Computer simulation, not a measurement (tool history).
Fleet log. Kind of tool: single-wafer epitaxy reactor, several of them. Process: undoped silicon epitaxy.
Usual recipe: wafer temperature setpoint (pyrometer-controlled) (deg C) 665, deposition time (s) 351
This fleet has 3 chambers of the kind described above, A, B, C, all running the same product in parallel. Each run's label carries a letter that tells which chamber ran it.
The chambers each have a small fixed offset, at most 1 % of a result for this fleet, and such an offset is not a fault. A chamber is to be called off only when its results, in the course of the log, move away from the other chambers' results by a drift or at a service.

run,hour,wafer temperature setpoint (pyrometer-controlled) (deg C),deposition time (s),hours since the last pyrometer calibration,"read-back reference wafer on the same gauge, thickness_nm",mean film thickness on the monitor wafer (Å)
1A,5.4,665,351,1347.3,67.989,811.29
2C,9.9,665,351,504.5,67.989,818.52
3B,14.1,665,351,1037.1,68.026,816.53
4A,17.6,665,351,1359.5,67.955,809.11
5B,20.6,665,351,1043.6,68.081,811.5
6C,25.5,665,351,520.1,67.976,828.12
7B,30.7,665,351,1053.7,67.965,808.69
8C,34.7,665,351,529.3,67.964,828.53
9A,39.5,665,351,1381.4,67.986,814.64
10B,45,665,351,1068,67.937,817.99
11C,47.9,665,351,542.5,67.982,818.82
12A,51.8,665,351,1393.7,68.031,815.68
13A,57.9,665,351,1399.8,67.996,818.59
14C,61.3,665,351,555.9,68.015,822.75
15B,64.1,665,351,1087.1,68.049,817.42
16B,67.2,665,351,1090.2,67.996,809.87
17A,71.9,665,351,1413.8,68.04,825.39
18C,76.7,665,351,571.3,67.951,825.34
19B,81.5,665,351,1104.5,68.075,814.97
20C,86.6,665,351,581.2,68.079,820.34
21A,90.4,665,351,1432.3,67.973,828.21
22B,93.5,665,351,1116.5,68.041,821.25
23C,97.4,665,351,592,68.035,827.06
24A,100.6,665,351,1442.5,67.979,825.99
25B,105.9,665,351,1128.9,68.024,814.29
26A,110.6,665,351,1452.5,67.946,832.85
27C,113.7,665,351,608.3,68.037,821.18
28B,117.4,665,351,1140.4,68.003,818.16

All 3 chambers run these settings next. Forecast each chamber's results:
29A,121.8,665,305,,,?
29B,121.8,665,305,,,?
29C,121.8,665,305,,,?

run,mean film thickness on the monitor wafer (Å)
29A,729.2
29B,710.5
29C,718.26

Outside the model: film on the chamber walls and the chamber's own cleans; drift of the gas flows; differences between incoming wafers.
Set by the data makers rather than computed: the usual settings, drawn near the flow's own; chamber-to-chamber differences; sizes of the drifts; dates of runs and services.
